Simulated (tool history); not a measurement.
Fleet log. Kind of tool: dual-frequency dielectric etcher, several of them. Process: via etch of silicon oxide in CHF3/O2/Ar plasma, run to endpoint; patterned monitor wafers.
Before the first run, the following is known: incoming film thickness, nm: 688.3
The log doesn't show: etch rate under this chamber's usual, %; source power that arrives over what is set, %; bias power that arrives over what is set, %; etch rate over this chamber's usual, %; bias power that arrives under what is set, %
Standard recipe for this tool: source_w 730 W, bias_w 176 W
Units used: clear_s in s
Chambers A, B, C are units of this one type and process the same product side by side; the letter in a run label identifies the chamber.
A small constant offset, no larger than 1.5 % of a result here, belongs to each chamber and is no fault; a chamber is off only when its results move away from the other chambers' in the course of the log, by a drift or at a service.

run   hour  source_w  bias_w  hours since the last wet clean  hours since the last source power generator calibration  hours since the last bias power generator calibration  clear_s
 1A    5.0       730     176                           312.2                                                   4242.0                                                 3022.4   328.82
 2C   10.4       730     176                           452.6                                                    277.7                                                 1216.3   323.73
 3B   15.3       730     176                           144.6                                                    904.8                                                 3102.0   330.87
 4A   25.4       730     176                           332.6                                                   4262.4                                                 3042.8   328.73
 5B   32.5       730     144                           161.8                                                    922.0                                                 3119.2   351.33
 6C   41.9       730     144                           484.1                                                    309.2                                                 1247.8   344.91
 7C   46.8       730     144                           489.0                                                    314.1                                                 1252.7   346.14
 8B   51.4       730     176                           180.7                                                    940.9                                                 3138.1   331.93
 9A   56.8       670     142                           364.0                                                   4293.8                                                 3074.2   364.32
10C   61.9       670     142                           504.1                                                    329.2                                                 1267.8   358.70
11B   68.7       670     142                           198.0                                                    958.2                                                 3155.4   371.69
12A   74.3       730     193                           381.5                                                   4311.3                                                 3091.7   316.80
      79.2  -- chamber A: wet clean of the chamber
13A   80.2       730     193                             1.1                                                   4317.2                                                 3097.6   318.76
14B   86.9       730     193                           216.2                                                    976.4                                                 3173.6   326.98
      87.3  -- chamber A: bias power generator calibrated
15C   92.8       730     176                           535.0                                                    360.1                                                 1298.7   323.16
16C  100.7       730     176                           542.9                                                    368.0                                                 1306.6   321.09
17B  110.4       730     176                           239.7                                                    999.9                                                 3197.1   341.44
18A  118.1       730     176                            39.0                                                   4355.1                                                   30.8   328.67
19A  122.8       730     176                            43.7                                                   4359.8                                                   35.5   326.59
20C  128.8       730     176                           571.0                                                    396.1                                                 1334.7   327.44

Which is it: a chamber that has drifted or been left off by a service, a gauge drift common to all chambers, or only each chamber's usual small offset? If a chamber is off, name it and its likeliest cause.

Little by little, chamber B moves away from the other chambers.
What lies behind it: etch rate under this chamber's usual, % = 4.67.

Chamber B could run next with any of the 4 candidate recipes listed below; each alters the usual settings, and their results appear as question marks. Which one brings its results back in line with what the other chambers deliver on the usual settings?
Allowed miss from the other chambers' usual-settings mean, per result, to count as in line: clear_s 4.40 s
21B-1  136.0       790     190                                                                                                                                                        ?
21B-2  136.0       730     191                                                                                                                                                        ?
21B-3  136.0       700     169                                                                                                                                                        ?
21B-4  136.0       670     162                                                                                                                                                        ?

The mean the other chambers reach with the usual settings: clear_s 326.15 s
  run  clear_s
21B-1   326.52
21B-2   335.83
21B-3   355.49
21B-4   366.55
Change 21B-1 lands the chamber within the allowed miss of the other chambers.

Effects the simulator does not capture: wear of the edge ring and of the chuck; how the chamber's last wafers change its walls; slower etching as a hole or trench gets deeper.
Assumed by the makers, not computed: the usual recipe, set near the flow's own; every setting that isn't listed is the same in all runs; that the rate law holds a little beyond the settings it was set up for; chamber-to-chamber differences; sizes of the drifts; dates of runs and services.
